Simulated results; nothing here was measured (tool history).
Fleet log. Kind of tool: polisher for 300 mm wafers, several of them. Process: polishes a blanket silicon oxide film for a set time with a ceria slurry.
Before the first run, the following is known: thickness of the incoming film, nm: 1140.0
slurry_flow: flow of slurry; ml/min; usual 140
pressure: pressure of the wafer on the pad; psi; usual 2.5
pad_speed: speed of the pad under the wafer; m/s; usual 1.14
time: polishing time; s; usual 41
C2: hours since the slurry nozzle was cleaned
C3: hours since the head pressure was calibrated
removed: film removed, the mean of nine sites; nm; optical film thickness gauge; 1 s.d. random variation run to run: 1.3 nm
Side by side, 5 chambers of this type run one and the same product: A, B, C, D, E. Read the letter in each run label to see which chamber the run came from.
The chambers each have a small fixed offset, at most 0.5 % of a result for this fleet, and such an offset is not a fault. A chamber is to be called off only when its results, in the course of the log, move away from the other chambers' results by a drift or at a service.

run 1A hour=6.0 | slurry_flow=140 pressure=2.5 pad_speed=1.14 time=41 | wafers_polished_on_this_pad=896 C2=295.6 C3=1255.9 | removed=159.980
-- hour=8.5 chamber D: slurry nozzle cleaned
run 2C hour=11.3 | slurry_flow=140 pressure=2.5 pad_speed=1.14 time=41 | wafers_polished_on_this_pad=433 C2=768.7 C3=538.0 | removed=157.880
-- hour=13.5 chamber D: worn pad replaced by a new one
-- hour=14.5 chamber C: slurry nozzle cleaned
-- hour=16.0 chamber A: worn pad replaced by a new one
-- hour=16.1 chamber E: head pressure recalibrated
-- hour=18.5 chamber E: worn pad replaced by a new one
-- hour=19.6 chamber A: head pressure recalibrated
run 3D hour=20.6 | slurry_flow=140 pressure=2.5 pad_speed=1.14 time=41 | wafers_polished_on_this_pad=113 C2=12.2 C3=545.5 | removed=160.330
run 4B hour=26.7 | slurry_flow=140 pressure=2.5 pad_speed=1.14 time=41 | wafers_polished_on_this_pad=1110 C2=313.8 C3=234.3 | removed=158.700
-- hour=30.3 chamber D: head pressure recalibrated
-- hour=34.5 chamber C: worn pad replaced by a new one
run 5E hour=35.1 | slurry_flow=140 pressure=2.5 pad_speed=1.14 time=41 | wafers_polished_on_this_pad=265 C2=609.9 C3=19.1 | removed=162.150
run 6D hour=44.3 | slurry_flow=140 pressure=2.5 pad_speed=1.14 time=41 | wafers_polished_on_this_pad=492 C2=35.9 C3=14.0 | removed=161.130
run 7C hour=49.1 | slurry_flow=140 pressure=2.5 pad_speed=1.14 time=41 | wafers_polished_on_this_pad=234 C2=34.7 C3=575.8 | removed=158.200
run 8E hour=56.5 | slurry_flow=140 pressure=2.5 pad_speed=1.14 time=41 | wafers_polished_on_this_pad=607 C2=631.3 C3=40.5 | removed=162.500
run 9B hour=60.9 | slurry_flow=140 pressure=2.5 pad_speed=1.14 time=41 | wafers_polished_on_this_pad=1657 C2=348.0 C3=268.5 | removed=159.030
run 10A hour=66.6 | slurry_flow=140 pressure=2.5 pad_speed=1.14 time=41 | wafers_polished_on_this_pad=810 C2=356.2 C3=47.0 | removed=161.010
run 11B hour=74.6 | slurry_flow=140 pressure=2.5 pad_speed=1.14 time=41 | wafers_polished_on_this_pad=1876 C2=361.7 C3=282.2 | removed=158.030
-- hour=82.0 chamber A: worn pad replaced by a new one
run 12A hour=83.3 | slurry_flow=140 pressure=2.5 pad_speed=1.14 time=41 | wafers_polished_on_this_pad=21 C2=372.9 C3=63.7 | removed=161.170
-- hour=86.5 chamber C: worn pad replaced by a new one
run 13D hour=87.8 | slurry_flow=140 pressure=2.5 pad_speed=0.78 time=28 | wafers_polished_on_this_pad=1187 C2=79.4 C3=57.5 | removed=74.012
-- hour=92.6 chamber E: worn pad replaced by a new one
run 14E hour=93.2 | slurry_flow=140 pressure=2.5 pad_speed=0.78 time=28 | wafers_polished_on_this_pad=9 C2=668.0 C3=77.2 | removed=75.382
-- hour=99.2 chamber D: worn pad replaced by a new one
run 15C hour=100.1 | slurry_flow=140 pressure=2.5 pad_speed=0.78 time=28 | wafers_polished_on_this_pad=217 C2=85.7 C3=626.8 | removed=73.611
-- hour=105.9 chamber A: slurry nozzle cleaned
run 16B hour=108.4 | slurry_flow=140 pressure=2.5 pad_speed=0.78 time=28 | wafers_polished_on_this_pad=2416 C2=395.5 C3=316.0 | removed=73.053
-- hour=114.3 chamber B: slurry nozzle cleaned
run 17E hour=117.2 | slurry_flow=140 pressure=2.5 pad_speed=0.78 time=28 | wafers_polished_on_this_pad=393 C2=692.0 C3=101.2 | removed=75.585
run 18A hour=125.0 | slurry_flow=140 pressure=2.5 pad_speed=1.14 time=41 | wafers_polished_on_this_pad=687 C2=19.2 C3=105.4 | removed=161.110
run 19D hour=133.3 | slurry_flow=140 pressure=2.5 pad_speed=1.14 time=41 | wafers_polished_on_this_pad=545 C2=124.9 C3=103.0 | removed=158.930
-- hour=136.0 chamber C: worn pad replaced by a new one
run 20C hour=140.0 | slurry_flow=140 pressure=2.5 pad_speed=1.14 time=41 | wafers_polished_on_this_pad=64 C2=125.6 C3=666.7 | removed=161.280
run 21B hour=148.9 | slurry_flow=140 pressure=2.5 pad_speed=1.14 time=41 | wafers_polished_on_this_pad=3063 C2=34.6 C3=356.5 | removed=155.130
-- hour=150.8 chamber A: worn pad replaced by a new one
run 22C hour=154.6 | slurry_flow=140 pressure=2.5 pad_speed=1.14 time=41 | wafers_polished_on_this_pad=298 C2=140.2 C3=681.3 | removed=158.570
run 23D hour=158.9 | slurry_flow=140 pressure=2.5 pad_speed=1.14 time=41 | wafers_polished_on_this_pad=954 C2=150.5 C3=128.6 | removed=161.640
run 24A hour=165.3 | slurry_flow=140 pressure=2.5 pad_speed=1.14 time=41 | wafers_polished_on_this_pad=232 C2=59.5 C3=145.7 | removed=162.800
run 25E hour=171.1 | slurry_flow=140 pressure=2.5 pad_speed=1.14 time=41 | wafers_polished_on_this_pad=1254 C2=745.9 C3=155.1 | removed=159.980
run 26D hour=177.7 | slurry_flow=140 pressure=2.5 pad_speed=1.14 time=41 | wafers_polished_on_this_pad=1255 C2=169.3 C3=147.4 | removed=159.870
-- hour=182.1 chamber D: worn pad replaced by a new one
-- hour=182.4 chamber E: worn pad replaced by a new one
run 27E hour=184.2 | slurry_flow=140 pressure=2.5 pad_speed=1.14 time=41 | wafers_polished_on_this_pad=28 C2=759.0 C3=168.2 | removed=161.820
run 28C hour=190.3 | slurry_flow=140 pressure=2.5 pad_speed=1.14 time=41 | wafers_polished_on_this_pad=868 C2=175.9 C3=717.0 | removed=158.350
-- hour=193.9 chamber C: worn pad replaced by a new one
run 29A hour=197.7 | slurry_flow=140 pressure=2.5 pad_speed=1.14 time=41 | wafers_polished_on_this_pad=750 C2=91.9 C3=178.1 | removed=158.740
run 30B hour=204.3 | slurry_flow=140 pressure=2.5 pad_speed=1.14 time=41 | wafers_polished_on_this_pad=3949 C2=90.0 C3=411.9 | removed=150.080
run 31D hour=212.9 | slurry_flow=140 pressure=2.5 pad_speed=1.14 time=41 | wafers_polished_on_this_pad=492 C2=204.5 C3=182.6 | removed=158.530
-- hour=215.8 chamber A: worn pad replaced by a new one
run 32C hour=220.8 | slurry_flow=140 pressure=2.5 pad_speed=0.94 time=41 | wafers_polished_on_this_pad=430 C2=206.4 C3=747.5 | removed=131.470
run 33B hour=224.9 | slurry_flow=140 pressure=2.5 pad_speed=0.94 time=41 | wafers_polished_on_this_pad=4278 C2=110.6 C3=432.5 | removed=120.920
run 34A hour=233.9 | slurry_flow=140 pressure=2.5 pad_speed=0.94 time=41 | wafers_polished_on_this_pad=289 C2=128.1 C3=214.3 | removed=132.590
run 35E hour=239.3 | slurry_flow=140 pressure=2.5 pad_speed=0.94 time=41 | wafers_polished_on_this_pad=909 C2=814.1 C3=223.3 | removed=131.080
-- hour=244.4 chamber C: worn pad replaced by a new one
run 36A hour=245.1 | slurry_flow=140 pressure=2.5 pad_speed=0.94 time=41 | wafers_polished_on_this_pad=468 C2=139.3 C3=225.5 | removed=133.050
run 37E hour=250.9 | slurry_flow=140 pressure=2.5 pad_speed=1.14 time=41 | wafers_polished_on_this_pad=1094 C2=825.7 C3=234.9 | removed=158.300
run 38C hour=255.1 | slurry_flow=140 pressure=2.5 pad_speed=1.14 time=41 | wafers_polished_on_this_pad=171 C2=240.7 C3=781.8 | removed=158.050
run 39D hour=260.7 | slurry_flow=140 pressure=2.5 pad_speed=1.14 time=41 | wafers_polished_on_this_pad=1256 C2=252.3 C3=230.4 | removed=160.690
run 40B hour=269.6 | slurry_flow=140 pressure=2.5 pad_speed=1.14 time=41 | wafers_polished_on_this_pad=4992 C2=155.3 C3=477.2 | removed=144.630
run 41C hour=278.2 | slurry_flow=140 pressure=2.5 pad_speed=1.14 time=41 | wafers_polished_on_this_pad=541 C2=263.8 C3=804.9 | removed=161.410

Is one chamber off against the others, does the gauge drift, or is nothing wrong? If a chamber is off, say which, and what the likeliest cause is.

One chamber, B, drifts off from the rest bit by bit.
Cause: removal rate lost through wear of the pad, % = 10.5.
The log might look much the same if the cause were instead: head's pressure below its setpoint, %.

Here are 4 candidates for chamber B's next run, each the usual settings with a change, their results left as question marks. Which one brings its results back in line with what the others give on the usual settings?
Counts as in line when no further than this from what the other chambers average on the usual settings: removed 4.600 nm
run 42B-1 hour=285.1 | slurry_flow=135 pressure=2.5 pad_speed=1.14 time=37 | removed=?
run 42B-2 hour=285.1 | slurry_flow=140 pressure=2.6 pad_speed=1.18 time=43 | removed=?
run 42B-3 hour=285.1 | slurry_flow=140 pressure=3.1 pad_speed=1.14 time=41 | removed=?
run 42B-4 hour=285.1 | slurry_flow=140 pressure=2.3 pad_speed=1.06 time=38 | removed=?

Other chambers, usual settings, mean: removed 159.920 nm
run=42B-1 removed=127.990
run=42B-2 removed=161.340
run=42B-3 removed=177.370
run=42B-4 removed=113.070
42B-2 is the one that brings the chamber's results back in line with the other chambers.

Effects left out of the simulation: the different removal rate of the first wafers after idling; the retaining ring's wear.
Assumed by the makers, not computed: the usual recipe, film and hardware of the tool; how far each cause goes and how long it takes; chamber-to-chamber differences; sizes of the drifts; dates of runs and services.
